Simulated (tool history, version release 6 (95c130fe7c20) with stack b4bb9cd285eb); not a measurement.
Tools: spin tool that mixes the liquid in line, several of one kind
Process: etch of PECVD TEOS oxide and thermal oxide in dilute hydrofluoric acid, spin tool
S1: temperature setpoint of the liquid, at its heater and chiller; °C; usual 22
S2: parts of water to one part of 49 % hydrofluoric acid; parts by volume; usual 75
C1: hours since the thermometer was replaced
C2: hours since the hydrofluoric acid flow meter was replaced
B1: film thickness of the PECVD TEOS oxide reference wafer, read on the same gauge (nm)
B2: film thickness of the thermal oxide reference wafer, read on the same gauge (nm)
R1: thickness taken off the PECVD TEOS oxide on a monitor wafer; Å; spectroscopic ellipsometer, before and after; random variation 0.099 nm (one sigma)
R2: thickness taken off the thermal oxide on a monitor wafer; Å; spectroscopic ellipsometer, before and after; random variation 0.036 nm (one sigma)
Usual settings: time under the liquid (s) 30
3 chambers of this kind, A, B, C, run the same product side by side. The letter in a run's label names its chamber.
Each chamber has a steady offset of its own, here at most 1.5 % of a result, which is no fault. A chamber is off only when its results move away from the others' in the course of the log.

{"run": "1C", "hour": 5.7, "S1": 22, "S2": 75, "time under the liquid (s)": 30, "C1": 1238.1, "C2": 8.1, "B1": 140.01, "B2": 49.998, "R1": 107.46, "R2": 18.096}
{"run": "2B", "hour": 10.6, "S1": 22, "S2": 75, "time under the liquid (s)": 30, "C1": 636.8, "C2": 627.5, "B1": 140.01, "B2": 50.009, "R1": 107.84, "R2": 18.439}
{"run": "3A", "hour": 19.2, "S1": 22, "S2": 75, "time under the liquid (s)": 30, "C1": 1046.1, "C2": 420.6, "B1": 139.99, "B2": 50, "R1": 106.06, "R2": 18.425}
{"run": "4A", "hour": 22.9, "S1": 22, "S2": 75, "time under the liquid (s)": 30, "C1": 1049.8, "C2": 424.3, "B1": 139.98, "B2": 49.988, "R1": 107.57, "R2": 18.154}
{"run": "5C", "hour": 27.9, "S1": 22, "S2": 75, "time under the liquid (s)": 30, "C1": 1260.3, "C2": 30.3, "B1": 140.01, "B2": 50.028, "R1": 106.7, "R2": 17.99}
{"hour": 31.5, "done": "chamber A: thermometer replaced"}
{"run": "6B", "hour": 32.7, "S1": 22, "S2": 75, "time under the liquid (s)": 30, "C1": 658.9, "C2": 649.6, "B1": 139.99, "B2": 50.016, "R1": 106.24, "R2": 18.393}
{"run": "7A", "hour": 38.7, "S1": 22, "S2": 75, "time under the liquid (s)": 30, "C1": 7.3, "C2": 440.1, "B1": 139.97, "B2": 50.005, "R1": 104.54, "R2": 18.298}
{"run": "8B", "hour": 44.9, "S1": 22, "S2": 75, "time under the liquid (s)": 30, "C1": 671.1, "C2": 661.8, "B1": 140.01, "B2": 49.987, "R1": 107.84, "R2": 17.516}
{"run": "9C", "hour": 51.8, "S1": 22, "S2": 115, "time under the liquid (s)": 45, "C1": 1284.2, "C2": 54.2, "B1": 139.99, "B2": 49.993, "R1": 100.07, "R2": 16.426}
{"run": "10A", "hour": 56.8, "S1": 22, "S2": 115, "time under the liquid (s)": 45, "C1": 25.4, "C2": 458.2, "B1": 140.02, "B2": 49.992, "R1": 99.318, "R2": 16.819}
{"run": "11C", "hour": 62.9, "S1": 22, "S2": 115, "time under the liquid (s)": 45, "C1": 1295.3, "C2": 65.3, "B1": 139.99, "B2": 50.003, "R1": 101.5, "R2": 16.551}
{"run": "12B", "hour": 69.7, "S1": 22, "S2": 75, "time under the liquid (s)": 30, "C1": 695.9, "C2": 686.6, "B1": 140.02, "B2": 50.013, "R1": 108.53, "R2": 18.165}
{"run": "13C", "hour": 73.5, "S1": 22, "S2": 75, "time under the liquid (s)": 30, "C1": 1305.9, "C2": 75.9, "B1": 140, "B2": 50.009, "R1": 108.03, "R2": 17.859}
{"run": "14A", "hour": 77.4, "S1": 22, "S2": 75, "time under the liquid (s)": 30, "C1": 46, "C2": 478.8, "B1": 140, "B2": 49.993, "R1": 106.78, "R2": 18.087}
{"run": "15B", "hour": 84.6, "S1": 22, "S2": 75, "time under the liquid (s)": 30, "C1": 710.8, "C2": 701.5, "B1": 140.03, "B2": 50.014, "R1": 108.21, "R2": 18.183}
{"run": "16B", "hour": 91.1, "S1": 22, "S2": 75, "time under the liquid (s)": 30, "C1": 717.3, "C2": 708, "B1": 139.99, "B2": 49.985, "R1": 105.68, "R2": 18.476}
{"run": "17C", "hour": 99.7, "S1": 22, "S2": 75, "time under the liquid (s)": 30, "C1": 1332.1, "C2": 102.1, "B1": 140.03, "B2": 49.982, "R1": 108.45, "R2": 18.336}
{"run": "18A", "hour": 104.3, "S1": 22, "S2": 75, "time under the liquid (s)": 30, "C1": 72.9, "C2": 505.7, "B1": 139.99, "B2": 49.996, "R1": 106.89, "R2": 18.161}
{"run": "19A", "hour": 110.1, "S1": 22, "S2": 75, "time under the liquid (s)": 30, "C1": 78.7, "C2": 511.5, "B1": 139.99, "B2": 50.005, "R1": 107.11, "R2": 18.33}
{"run": "20C", "hour": 116.1, "S1": 22, "S2": 75, "time under the liquid (s)": 30, "C1": 1348.5, "C2": 118.5, "B1": 140.02, "B2": 49.995, "R1": 109.5, "R2": 17.843}
{"run": "21B", "hour": 120.9, "S1": 22, "S2": 75, "time under the liquid (s)": 30, "C1": 747.1, "C2": 737.8, "B1": 140.02, "B2": 50.027, "R1": 106.42, "R2": 17.85}
{"run": "22C", "hour": 129.0, "S1": 22, "S2": 75, "time under the liquid (s)": 30, "C1": 1361.4, "C2": 131.4, "B1": 140.01, "B2": 49.973, "R1": 106.35, "R2": 17.829}
{"run": "23B", "hour": 135.4, "S1": 22, "S2": 75, "time under the liquid (s)": 30, "C1": 761.6, "C2": 752.3, "B1": 140, "B2": 49.979, "R1": 108.27, "R2": 18.136}
{"run": "24A", "hour": 142.8, "S1": 22, "S2": 75, "time under the liquid (s)": 30, "C1": 111.4, "C2": 544.2, "B1": 140, "B2": 50.01, "R1": 106.93, "R2": 18.86}
{"run": "25A", "hour": 148.9, "S1": 22, "S2": 75, "time under the liquid (s)": 30, "C1": 117.5, "C2": 550.3, "B1": 140, "B2": 49.991, "R1": 105.58, "R2": 18.649}
{"run": "26C", "hour": 156.9, "S1": 22, "S2": 75, "time under the liquid (s)": 30, "C1": 1389.3, "C2": 159.3, "B1": 140.01, "B2": 50.003, "R1": 107.28, "R2": 17.976}
{"run": "27B", "hour": 163.3, "S1": 20, "S2": 105, "time under the liquid (s)": 30, "C1": 789.5, "C2": 780.2, "B1": 139.99, "B2": 50.008, "R1": 67.023, "R2": 11.773}

Next, every chamber runs the same settings. What will each give?
{"run": "28A", "hour": 169.4, "S1": 22, "S2": 75, "time under the liquid (s)": 30, "R1": "?", "R2": "?"}
{"run": "28B", "hour": 169.4, "S1": 22, "S2": 75, "time under the liquid (s)": 30, "R1": "?", "R2": "?"}
{"run": "28C", "hour": 169.4, "S1": 22, "S2": 75, "time under the liquid (s)": 30, "R1": "?", "R2": "?"}

run=28A R1=105.82 R2=18.396
run=28B R1=106.87 R2=18.038
run=28C R1=107.82 R2=18.05

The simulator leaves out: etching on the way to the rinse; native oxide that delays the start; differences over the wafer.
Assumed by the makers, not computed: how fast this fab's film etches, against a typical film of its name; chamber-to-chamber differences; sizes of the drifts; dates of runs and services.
